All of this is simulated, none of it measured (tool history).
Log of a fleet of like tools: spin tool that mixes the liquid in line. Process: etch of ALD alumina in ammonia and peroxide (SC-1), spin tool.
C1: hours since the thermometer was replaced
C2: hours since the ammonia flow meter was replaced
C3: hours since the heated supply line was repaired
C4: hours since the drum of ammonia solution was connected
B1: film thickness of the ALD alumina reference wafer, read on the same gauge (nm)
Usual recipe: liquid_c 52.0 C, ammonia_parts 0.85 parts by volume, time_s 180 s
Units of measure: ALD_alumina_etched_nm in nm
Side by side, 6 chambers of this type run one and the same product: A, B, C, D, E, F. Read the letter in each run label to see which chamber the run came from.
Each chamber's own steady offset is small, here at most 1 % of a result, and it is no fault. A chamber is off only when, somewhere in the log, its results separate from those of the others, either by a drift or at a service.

{"run": "1B", "hour": 8.8, "liquid_c": 52.0, "ammonia_parts": 0.85, "time_s": 180, "C1": 1421.1, "C2": 578.5, "C3": 1833.2, "C4": 665.1, "B1": 129.99, "ALD_alumina_etched_nm": 12.403}
{"run": "2C", "hour": 14.4, "liquid_c": 52.0, "ammonia_parts": 0.85, "time_s": 180, "C1": 1658.7, "C2": 224.9, "C3": 3667.1, "C4": 366.8, "B1": 129.94, "ALD_alumina_etched_nm": 12.535}
{"run": "3F", "hour": 21.2, "liquid_c": 52.0, "ammonia_parts": 0.85, "time_s": 180, "C1": 902.7, "C2": 1526.7, "C3": 382.2, "C4": 422.9, "B1": 129.98, "ALD_alumina_etched_nm": 12.69}
{"hour": 22.0, "done": "chamber B: new drum of ammonia solution connected"}
{"run": "4E", "hour": 27.8, "liquid_c": 52.0, "ammonia_parts": 0.85, "time_s": 180, "C1": 604.7, "C2": 1552.2, "C3": 2623.1, "C4": 95.4, "B1": 130.01, "ALD_alumina_etched_nm": 12.533}
{"run": "5A", "hour": 36.5, "liquid_c": 52.0, "ammonia_parts": 0.85, "time_s": 180, "C1": 1016.5, "C2": 887.5, "C3": 1160.8, "C4": 389.3, "B1": 129.98, "ALD_alumina_etched_nm": 12.517}
{"run": "6D", "hour": 42.7, "liquid_c": 52.0, "ammonia_parts": 0.85, "time_s": 180, "C1": 297.0, "C2": 508.7, "C3": 2035.2, "C4": 187.3, "B1": 129.99, "ALD_alumina_etched_nm": 12.656}
{"hour": 42.8, "done": "chamber B: heated supply line repaired"}
{"run": "7B", "hour": 48.3, "liquid_c": 52.0, "ammonia_parts": 0.85, "time_s": 180, "C1": 1460.6, "C2": 618.0, "C3": 5.5, "C4": 26.4, "B1": 130.01, "ALD_alumina_etched_nm": 12.619}
{"hour": 50.3, "done": "chamber E: ammonia flow meter replaced"}
{"run": "8D", "hour": 56.5, "liquid_c": 52.0, "ammonia_parts": 0.85, "time_s": 180, "C1": 310.8, "C2": 522.5, "C3": 2049.0, "C4": 201.1, "B1": 129.99, "ALD_alumina_etched_nm": 12.802}
{"run": "9A", "hour": 67.5, "liquid_c": 52.0, "ammonia_parts": 0.85, "time_s": 180, "C1": 1047.5, "C2": 918.5, "C3": 1191.8, "C4": 420.3, "B1": 129.97, "ALD_alumina_etched_nm": 12.49}
{"run": "10F", "hour": 74.1, "liquid_c": 52.0, "ammonia_parts": 0.85, "time_s": 180, "C1": 955.6, "C2": 1579.6, "C3": 435.1, "C4": 475.8, "B1": 130.04, "ALD_alumina_etched_nm": 12.582}
{"run": "11C", "hour": 85.9, "liquid_c": 52.0, "ammonia_parts": 0.85, "time_s": 180, "C1": 1730.2, "C2": 296.4, "C3": 3738.6, "C4": 438.3, "B1": 129.99, "ALD_alumina_etched_nm": 12.435}
{"hour": 87.4, "done": "chamber F: ammonia flow meter replaced"}
{"run": "12E", "hour": 91.8, "liquid_c": 52.0, "ammonia_parts": 0.85, "time_s": 180, "C1": 668.7, "C2": 41.6, "C3": 2687.1, "C4": 159.4, "B1": 130.0, "ALD_alumina_etched_nm": 12.615}
{"hour": 94.2, "done": "chamber C: new drum of ammonia solution connected"}
{"run": "13A", "hour": 100.9, "liquid_c": 52.0, "ammonia_parts": 0.85, "time_s": 180, "C1": 1080.9, "C2": 951.9, "C3": 1225.2, "C4": 453.7, "B1": 129.98, "ALD_alumina_etched_nm": 12.436}
{"hour": 104.7, "done": "chamber C: heated supply line repaired"}
{"run": "14D", "hour": 108.7, "liquid_c": 52.0, "ammonia_parts": 0.85, "time_s": 180, "C1": 363.0, "C2": 574.7, "C3": 2101.2, "C4": 253.3, "B1": 130.01, "ALD_alumina_etched_nm": 12.647}
{"run": "15F", "hour": 115.1, "liquid_c": 52.0, "ammonia_parts": 0.85, "time_s": 180, "C1": 996.6, "C2": 27.7, "C3": 476.1, "C4": 516.8, "B1": 130.01, "ALD_alumina_etched_nm": 12.466}
{"run": "16B", "hour": 124.5, "liquid_c": 52.0, "ammonia_parts": 0.85, "time_s": 180, "C1": 1536.8, "C2": 694.2, "C3": 81.7, "C4": 102.6, "B1": 130.04, "ALD_alumina_etched_nm": 12.439}
{"run": "17C", "hour": 136.8, "liquid_c": 52.0, "ammonia_parts": 0.85, "time_s": 180, "C1": 1781.1, "C2": 347.3, "C3": 32.1, "C4": 42.6, "B1": 130.0, "ALD_alumina_etched_nm": 12.652}
{"run": "18E", "hour": 147.4, "liquid_c": 52.0, "ammonia_parts": 0.85, "time_s": 180, "C1": 724.3, "C2": 97.2, "C3": 2742.7, "C4": 215.0, "B1": 130.01, "ALD_alumina_etched_nm": 12.567}
{"run": "19A", "hour": 153.9, "liquid_c": 52.0, "ammonia_parts": 0.85, "time_s": 180, "C1": 1133.9, "C2": 1004.9, "C3": 1278.2, "C4": 506.7, "B1": 129.97, "ALD_alumina_etched_nm": 12.434}
{"run": "20E", "hour": 159.8, "liquid_c": 52.0, "ammonia_parts": 0.85, "time_s": 95, "C1": 736.7, "C2": 109.6, "C3": 2755.1, "C4": 227.4, "B1": 129.98, "ALD_alumina_etched_nm": 6.7016}
{"run": "21F", "hour": 171.8, "liquid_c": 52.0, "ammonia_parts": 0.85, "time_s": 95, "C1": 1053.3, "C2": 84.4, "C3": 532.8, "C4": 573.5, "B1": 130.0, "ALD_alumina_etched_nm": 6.6119}
{"run": "22D", "hour": 181.5, "liquid_c": 52.0, "ammonia_parts": 0.85, "time_s": 95, "C1": 435.8, "C2": 647.5, "C3": 2174.0, "C4": 326.1, "B1": 130.0, "ALD_alumina_etched_nm": 6.4384}
{"run": "23B", "hour": 188.1, "liquid_c": 52.0, "ammonia_parts": 0.85, "time_s": 95, "C1": 1600.4, "C2": 757.8, "C3": 145.3, "C4": 166.2, "B1": 130.03, "ALD_alumina_etched_nm": 6.6351}
{"run": "24C", "hour": 194.0, "liquid_c": 52.0, "ammonia_parts": 0.85, "time_s": 95, "C1": 1838.3, "C2": 404.5, "C3": 89.3, "C4": 99.8, "B1": 130.02, "ALD_alumina_etched_nm": 6.6958}
{"run": "25A", "hour": 206.7, "liquid_c": 52.0, "ammonia_parts": 0.85, "time_s": 95, "C1": 1186.7, "C2": 1057.7, "C3": 1331.0, "C4": 559.5, "B1": 130.01, "ALD_alumina_etched_nm": 6.5653}
{"run": "26D", "hour": 213.0, "liquid_c": 52.0, "ammonia_parts": 0.85, "time_s": 180, "C1": 467.3, "C2": 679.0, "C3": 2205.5, "C4": 357.6, "B1": 130.02, "ALD_alumina_etched_nm": 11.823}
{"run": "27C", "hour": 223.8, "liquid_c": 46.0, "ammonia_parts": 0.85, "time_s": 105, "C1": 1868.1, "C2": 434.3, "C3": 119.1, "C4": 129.6, "B1": 130.02, "ALD_alumina_etched_nm": 5.2867}
{"run": "28F", "hour": 232.1, "liquid_c": 46.0, "ammonia_parts": 0.85, "time_s": 105, "C1": 1113.6, "C2": 144.7, "C3": 593.1, "C4": 633.8, "B1": 129.97, "ALD_alumina_etched_nm": 5.2242}
{"run": "29E", "hour": 243.5, "liquid_c": 46.0, "ammonia_parts": 0.85, "time_s": 105, "C1": 820.4, "C2": 193.3, "C3": 2838.8, "C4": 311.1, "B1": 130.06, "ALD_alumina_etched_nm": 5.2625}
{"run": "30B", "hour": 255.1, "liquid_c": 46.0, "ammonia_parts": 0.85, "time_s": 105, "C1": 1667.4, "C2": 824.8, "C3": 212.3, "C4": 233.2, "B1": 130.04, "ALD_alumina_etched_nm": 5.2519}
{"run": "31F", "hour": 263.7, "liquid_c": 46.0, "ammonia_parts": 0.85, "time_s": 105, "C1": 1145.2, "C2": 176.3, "C3": 624.7, "C4": 665.4, "B1": 129.98, "ALD_alumina_etched_nm": 5.2166}
{"run": "32D", "hour": 274.7, "liquid_c": 46.0, "ammonia_parts": 0.85, "time_s": 105, "C1": 529.0, "C2": 740.7, "C3": 2267.2, "C4": 419.3, "B1": 129.96, "ALD_alumina_etched_nm": 4.863}
{"run": "33E", "hour": 280.6, "liquid_c": 52.0, "ammonia_parts": 0.85, "time_s": 180, "C1": 857.5, "C2": 230.4, "C3": 2875.9, "C4": 348.2, "B1": 129.99, "ALD_alumina_etched_nm": 12.634}
{"run": "34B", "hour": 291.7, "liquid_c": 52.0, "ammonia_parts": 0.85, "time_s": 180, "C1": 1704.0, "C2": 861.4, "C3": 248.9, "C4": 269.8, "B1": 129.98, "ALD_alumina_etched_nm": 12.442}
{"run": "35C", "hour": 297.8, "liquid_c": 52.0, "ammonia_parts": 0.85, "time_s": 180, "C1": 1942.1, "C2": 508.3, "C3": 193.1, "C4": 203.6, "B1": 130.04, "ALD_alumina_etched_nm": 12.597}
{"run": "36A", "hour": 303.7, "liquid_c": 46.0, "ammonia_parts": 0.85, "time_s": 130, "C1": 1283.7, "C2": 1154.7, "C3": 1428.0, "C4": 656.5, "B1": 129.96, "ALD_alumina_etched_nm": 6.4911}
{"run": "37C", "hour": 315.6, "liquid_c": 46.0, "ammonia_parts": 0.85, "time_s": 130, "C1": 1959.9, "C2": 526.1, "C3": 210.9, "C4": 221.4, "B1": 130.03, "ALD_alumina_etched_nm": 6.5521}

One chamber off, gauge drift, or nothing amiss beyond the chambers' own small offsets? If it is a chamber, which one, and what is the likeliest cause?

Chamber D drifts away from the others.
Most likely cause: temperature lost on the way to the wafer (K) = 1.67.
The log may not tell that from: liquid colder than its thermometer reads (K).

Which of the 4 candidates below, each the usual settings with something changed and its results left as question marks, puts chamber D back in line with what the other chambers give on the usual settings?
Counts as in line when no further than this from what the other chambers average on the usual settings: ALD_alumina_etched_nm 0.4100 nm
{"run": "38D-1", "hour": 324.7, "liquid_c": 52.0, "ammonia_parts": 0.85, "time_s": 200, "ALD_alumina_etched_nm": "?"}
{"run": "38D-2", "hour": 324.7, "liquid_c": 53.5, "ammonia_parts": 0.85, "time_s": 200, "ALD_alumina_etched_nm": "?"}
{"run": "38D-3", "hour": 324.7, "liquid_c": 49.0, "ammonia_parts": 0.85, "time_s": 180, "ALD_alumina_etched_nm": "?"}
{"run": "38D-4", "hour": 324.7, "liquid_c": 50.5, "ammonia_parts": 0.85, "time_s": 180, "ALD_alumina_etched_nm": "?"}

Average result of the remaining chambers running the usual settings: ALD_alumina_etched_nm 12.5450 nm
run=38D-1 ALD_alumina_etched_nm=12.6680
run=38D-2 ALD_alumina_etched_nm=13.7640
run=38D-3 ALD_alumina_etched_nm=9.6383
run=38D-4 ALD_alumina_etched_nm=10.4900
It is 38D-1 that realigns the chamber with its peers.
